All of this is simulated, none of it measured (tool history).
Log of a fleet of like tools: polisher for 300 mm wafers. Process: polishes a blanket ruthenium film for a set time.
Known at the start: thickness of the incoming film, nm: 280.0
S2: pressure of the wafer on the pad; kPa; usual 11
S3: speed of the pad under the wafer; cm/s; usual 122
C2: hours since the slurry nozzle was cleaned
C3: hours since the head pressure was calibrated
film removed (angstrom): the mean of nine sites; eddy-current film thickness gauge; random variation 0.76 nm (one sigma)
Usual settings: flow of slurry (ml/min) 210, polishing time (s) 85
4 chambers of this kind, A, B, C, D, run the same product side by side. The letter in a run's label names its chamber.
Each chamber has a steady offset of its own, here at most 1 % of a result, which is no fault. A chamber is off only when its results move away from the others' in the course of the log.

{"run": "1B", "hour": 3.5, "flow of slurry (ml/min)": 210, "S2": 11, "S3": 122, "polishing time (s)": 85, "wafers polished on this pad": 396, "C2": 196.7, "C3": 391.7, "film removed (angstrom)": 1025.1}
{"run": "2D", "hour": 5.9, "flow of slurry (ml/min)": 210, "S2": 11, "S3": 122, "polishing time (s)": 85, "wafers polished on this pad": 865, "C2": 720.3, "C3": 648, "film removed (angstrom)": 1022.4}
{"run": "3C", "hour": 10.3, "flow of slurry (ml/min)": 210, "S2": 11, "S3": 122, "polishing time (s)": 85, "wafers polished on this pad": 161, "C2": 176, "C3": 930.3, "film removed (angstrom)": 1019.7}
{"run": "4A", "hour": 14.3, "flow of slurry (ml/min)": 210, "S2": 11, "S3": 122, "polishing time (s)": 85, "wafers polished on this pad": 805, "C2": 190, "C3": 269.2, "film removed (angstrom)": 1042.1}
{"run": "5D", "hour": 16.5, "flow of slurry (ml/min)": 210, "S2": 11, "S3": 122, "polishing time (s)": 85, "wafers polished on this pad": 969, "C2": 730.9, "C3": 658.6, "film removed (angstrom)": 1016.5}
{"run": "6C", "hour": 19.1, "flow of slurry (ml/min)": 210, "S2": 11, "S3": 122, "polishing time (s)": 85, "wafers polished on this pad": 248, "C2": 184.8, "C3": 939.1, "film removed (angstrom)": 1018.7}
{"run": "7A", "hour": 21.9, "flow of slurry (ml/min)": 210, "S2": 11, "S3": 122, "polishing time (s)": 75, "wafers polished on this pad": 880, "C2": 197.6, "C3": 276.8, "film removed (angstrom)": 900.54}
{"hour": 23.8, "done": "chamber D: worn pad replaced by a new one"}
{"run": "8B", "hour": 24.7, "flow of slurry (ml/min)": 210, "S2": 11, "S3": 122, "polishing time (s)": 75, "wafers polished on this pad": 606, "C2": 217.9, "C3": 412.9, "film removed (angstrom)": 901.36}
{"run": "9B", "hour": 28.2, "flow of slurry (ml/min)": 210, "S2": 11, "S3": 122, "polishing time (s)": 75, "wafers polished on this pad": 641, "C2": 221.4, "C3": 416.4, "film removed (angstrom)": 900.93}
{"run": "10D", "hour": 30.6, "flow of slurry (ml/min)": 210, "S2": 11, "S3": 122, "polishing time (s)": 75, "wafers polished on this pad": 68, "C2": 745, "C3": 672.7, "film removed (angstrom)": 908.26}
{"hour": 31.6, "done": "chamber D: slurry nozzle cleaned"}
{"hour": 32.3, "done": "chamber B: head pressure recalibrated"}
{"run": "11A", "hour": 35.2, "flow of slurry (ml/min)": 210, "S2": 11, "S3": 122, "polishing time (s)": 85, "wafers polished on this pad": 1012, "C2": 210.9, "C3": 290.1, "film removed (angstrom)": 1019.5}
{"run": "12C", "hour": 37.4, "flow of slurry (ml/min)": 210, "S2": 11, "S3": 122, "polishing time (s)": 85, "wafers polished on this pad": 429, "C2": 203.1, "C3": 957.4, "film removed (angstrom)": 1026}
{"run": "13B", "hour": 41.4, "flow of slurry (ml/min)": 145, "S2": 11, "S3": 138, "polishing time (s)": 85, "wafers polished on this pad": 771, "C2": 234.6, "C3": 9.1, "film removed (angstrom)": 1084.9}
{"run": "14A", "hour": 44.4, "flow of slurry (ml/min)": 145, "S2": 11, "S3": 138, "polishing time (s)": 85, "wafers polished on this pad": 1103, "C2": 220.1, "C3": 299.3, "film removed (angstrom)": 1098.6}
{"hour": 44.5, "done": "chamber D: head pressure recalibrated"}
{"run": "15C", "hour": 48.0, "flow of slurry (ml/min)": 145, "S2": 11, "S3": 138, "polishing time (s)": 85, "wafers polished on this pad": 533, "C2": 213.7, "C3": 968, "film removed (angstrom)": 1102.4}
{"run": "16D", "hour": 51.1, "flow of slurry (ml/min)": 145, "S2": 11, "S3": 138, "polishing time (s)": 85, "wafers polished on this pad": 270, "C2": 19.5, "C3": 6.6, "film removed (angstrom)": 1180.8}
{"hour": 53.8, "done": "chamber B: slurry nozzle cleaned"}
{"run": "17D", "hour": 55.1, "flow of slurry (ml/min)": 210, "S2": 11, "S3": 122, "polishing time (s)": 85, "wafers polished on this pad": 310, "C2": 23.5, "C3": 10.6, "film removed (angstrom)": 1099.6}
{"hour": 57.1, "done": "chamber B: worn pad replaced by a new one"}
{"run": "18B", "hour": 59.2, "flow of slurry (ml/min)": 155, "S2": 11, "S3": 162, "polishing time (s)": 85, "wafers polished on this pad": 21, "C2": 5.5, "C3": 26.9, "film removed (angstrom)": 1318.6}
{"hour": 61.9, "done": "chamber A: worn pad replaced by a new one"}
{"run": "19A", "hour": 62.3, "flow of slurry (ml/min)": 155, "S2": 11, "S3": 162, "polishing time (s)": 85, "wafers polished on this pad": 4, "C2": 238, "C3": 317.2, "film removed (angstrom)": 1311.8}
{"run": "20C", "hour": 66.3, "flow of slurry (ml/min)": 155, "S2": 11, "S3": 162, "polishing time (s)": 85, "wafers polished on this pad": 714, "C2": 232, "C3": 986.3, "film removed (angstrom)": 1301}
{"run": "21C", "hour": 69.3, "flow of slurry (ml/min)": 155, "S2": 11, "S3": 162, "polishing time (s)": 85, "wafers polished on this pad": 744, "C2": 235, "C3": 989.3, "film removed (angstrom)": 1324.7}
{"run": "22D", "hour": 72.4, "flow of slurry (ml/min)": 210, "S2": 11, "S3": 122, "polishing time (s)": 85, "wafers polished on this pad": 481, "C2": 40.8, "C3": 27.9, "film removed (angstrom)": 1115.9}
{"run": "23A", "hour": 75.1, "flow of slurry (ml/min)": 210, "S2": 11, "S3": 122, "polishing time (s)": 85, "wafers polished on this pad": 131, "C2": 250.8, "C3": 330, "film removed (angstrom)": 1027.1}
{"run": "24B", "hour": 79.3, "flow of slurry (ml/min)": 210, "S2": 11, "S3": 122, "polishing time (s)": 85, "wafers polished on this pad": 219, "C2": 25.6, "C3": 47, "film removed (angstrom)": 1019.2}
{"run": "25B", "hour": 82.3, "flow of slurry (ml/min)": 210, "S2": 11, "S3": 122, "polishing time (s)": 85, "wafers polished on this pad": 249, "C2": 28.6, "C3": 50, "film removed (angstrom)": 1024.1}
{"run": "26D", "hour": 85.8, "flow of slurry (ml/min)": 210, "S2": 8.3, "S3": 122, "polishing time (s)": 85, "wafers polished on this pad": 613, "C2": 54.2, "C3": 41.3, "film removed (angstrom)": 824.63}
{"run": "27C", "hour": 90.0, "flow of slurry (ml/min)": 210, "S2": 8.3, "S3": 122, "polishing time (s)": 85, "wafers polished on this pad": 949, "C2": 255.7, "C3": 1010, "film removed (angstrom)": 771.56}

What goes on in this fleet: one chamber off, a drifting gauge, or nothing beyond the chambers' own small offsets? Name the chamber and the cause, if any.

A service left chamber D off against the others.
Cause: head's pressure above its setpoint, % = 8.53.

Here are 4 candidates for chamber D's next run, each the usual settings with a change, their results left as question marks. Which one brings its results back in line with what the others give on the usual settings?
In line means no further than this from the other chambers' mean on the usual settings: film removed (angstrom) 26
{"run": "28D-1", "hour": 93.3, "flow of slurry (ml/min)": 210, "S2": 11, "S3": 126, "polishing time (s)": 89, "film removed (angstrom)": "?"}
{"run": "28D-2", "hour": 93.3, "flow of slurry (ml/min)": 210, "S2": 10.3, "S3": 114, "polishing time (s)": 85, "film removed (angstrom)": "?"}
{"run": "28D-3", "hour": 93.3, "flow of slurry (ml/min)": 210, "S2": 11, "S3": 122, "polishing time (s)": 97, "film removed (angstrom)": "?"}
{"run": "28D-4", "hour": 93.3, "flow of slurry (ml/min)": 210, "S2": 11, "S3": 118, "polishing time (s)": 81, "film removed (angstrom)": "?"}

The other chambers' mean on the usual settings: film removed (angstrom) 1024.5
run=28D-1 film_removed_(angstrom)=1198.8
run=28D-2 film_removed_(angstrom)=971.71
run=28D-3 film_removed_(angstrom)=1265.4
run=28D-4 film_removed_(angstrom)=1022.3
28D-4 brings the chamber back in line.
